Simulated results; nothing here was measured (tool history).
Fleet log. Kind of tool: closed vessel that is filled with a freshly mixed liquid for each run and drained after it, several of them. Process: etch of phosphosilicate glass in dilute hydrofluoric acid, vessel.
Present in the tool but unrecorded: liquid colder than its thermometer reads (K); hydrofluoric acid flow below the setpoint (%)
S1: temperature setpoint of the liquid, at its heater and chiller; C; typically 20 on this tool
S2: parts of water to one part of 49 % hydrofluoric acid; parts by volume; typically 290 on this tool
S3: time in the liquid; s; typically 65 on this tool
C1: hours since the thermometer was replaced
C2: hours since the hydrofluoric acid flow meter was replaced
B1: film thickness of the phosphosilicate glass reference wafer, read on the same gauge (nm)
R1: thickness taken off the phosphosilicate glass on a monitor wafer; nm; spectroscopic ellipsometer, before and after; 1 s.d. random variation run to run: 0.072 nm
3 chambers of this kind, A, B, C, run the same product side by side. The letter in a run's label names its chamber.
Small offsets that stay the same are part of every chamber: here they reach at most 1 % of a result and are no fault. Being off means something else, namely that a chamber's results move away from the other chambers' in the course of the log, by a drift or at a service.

| run | hour | S1 | S2 | S3 | C1 | C2 | B1 | R1 |
|---|---|---|---|---|---|---|---|---|
| 1C | 6.8 | 20 | 290 | 65 | 234.6 | 571 | 50.003 | 16.371 |
| 2A | 13.1 | 20 | 290 | 65 | 1805.3 | 769.5 | 49.998 | 16.46 |
| 3B | 23.1 | 20 | 290 | 65 | 404.1 | 1994.5 | 49.998 | 16.55 |
| 4A | 34.1 | 20 | 290 | 65 | 1826.3 | 790.5 | 50.009 | 16.537 |
| 5B | 45.5 | 20 | 290 | 65 | 426.5 | 2016.9 | 49.968 | 16.776 |
| 6C | 57 | 20 | 290 | 65 | 284.8 | 621.2 | 49.997 | 16.281 |
| 7A | 67.5 | 20 | 290 | 65 | 1859.7 | 823.9 | 50.012 | 16.554 |
| 8C | 78.2 | 20 | 290 | 65 | 306 | 642.4 | 49.97 | 16.317 |
| 9B | 84.4 | 20 | 290 | 65 | 465.4 | 2055.8 | 50.032 | 16.739 |
| 10B | 94.7 | 20 | 405 | 95 | 475.7 | 2066.1 | 49.974 | 15.856 |
| 11A | 103.3 | 20 | 405 | 95 | 1895.5 | 859.7 | 49.964 | 15.527 |
| 12C | 113.3 | 20 | 405 | 95 | 341.1 | 677.5 | 50.015 | 15.572 |
| 13C | 120.1 | 22 | 290 | 35 | 347.9 | 684.3 | 50.003 | 9.4599 |
| 14B | 128.9 | 22 | 290 | 35 | 509.9 | 2100.3 | 49.973 | 9.7013 |
| 15A | 134.7 | 22 | 290 | 35 | 1926.9 | 891.1 | 49.981 | 9.4366 |
| 16A | 143 | 20 | 290 | 65 | 1935.2 | 899.4 | 49.972 | 16.306 |
| 17B | 151.2 | 20 | 165 | 65 | 532.2 | 2122.6 | 49.954 | 32.434 |
| 18C | 156.9 | 20 | 165 | 65 | 384.7 | 721.1 | 50.002 | 32.69 |
| 19A | 167.8 | 20 | 165 | 65 | 1960 | 924.2 | 49.972 | 32.581 |
| 20B | 173 | 20 | 290 | 65 | 554 | 2144.4 | 50.018 | 16.781 |
|  | 178.1 | chamber B: hydrofluoric acid flow meter replaced |
| 21C | 179.5 | 20 | 290 | 65 | 407.3 | 743.7 | 50.001 | 16.395 |
| 22B | 188.9 | 17 | 290 | 30 | 569.9 | 10.8 | 49.992 | 6.8358 |
| 23C | 196.6 | 17 | 290 | 30 | 424.4 | 760.8 | 49.954 | 6.7589 |
| 24A | 206.5 | 17 | 290 | 30 | 1998.7 | 962.9 | 50.012 | 6.635 |
| 25B | 215.7 | 20 | 290 | 65 | 596.7 | 37.6 | 50.006 | 16.623 |
| 26A | 224.9 | 20 | 290 | 65 | 2017.1 | 981.3 | 50.001 | 15.969 |
| 27C | 229.9 | 20 | 290 | 40 | 457.7 | 794.1 | 49.971 | 10.071 |
| 28B | 236.6 | 20 | 290 | 40 | 617.6 | 58.5 | 50.008 | 10.289 |
| 29C | 247 | 20 | 290 | 40 | 474.8 | 811.2 | 50.004 | 10.069 |
| 30A | 256.1 | 20 | 290 | 65 | 2048.3 | 1012.5 | 50.016 | 15.938 |
| 31C | 264.4 | 17.5 | 290 | 65 | 492.2 | 828.6 | 49.986 | 14.898 |
| 32A | 274.7 | 17.5 | 290 | 65 | 2066.9 | 1031.1 | 50.025 | 14.415 |
| 33B | 284.1 | 17.5 | 290 | 65 | 665.1 | 106 | 50.015 | 15.092 |
| 34C | 295.4 | 20 | 290 | 65 | 523.2 | 859.6 | 49.973 | 16.431 |

All chambers now run identical settings, listed one chamber a line with results as question marks. What results will each chamber show?
| 35A | 303.8 | 20 | 290 | 80 |  |  |  | ? |
| 35B | 303.8 | 20 | 290 | 80 |  |  |  | ? |
| 35C | 303.8 | 20 | 290 | 80 |  |  |  | ? |

| run | R1 |
|---|---|
| 35A | 19.478 |
| 35B | 20.596 |
| 35C | 20.131 |
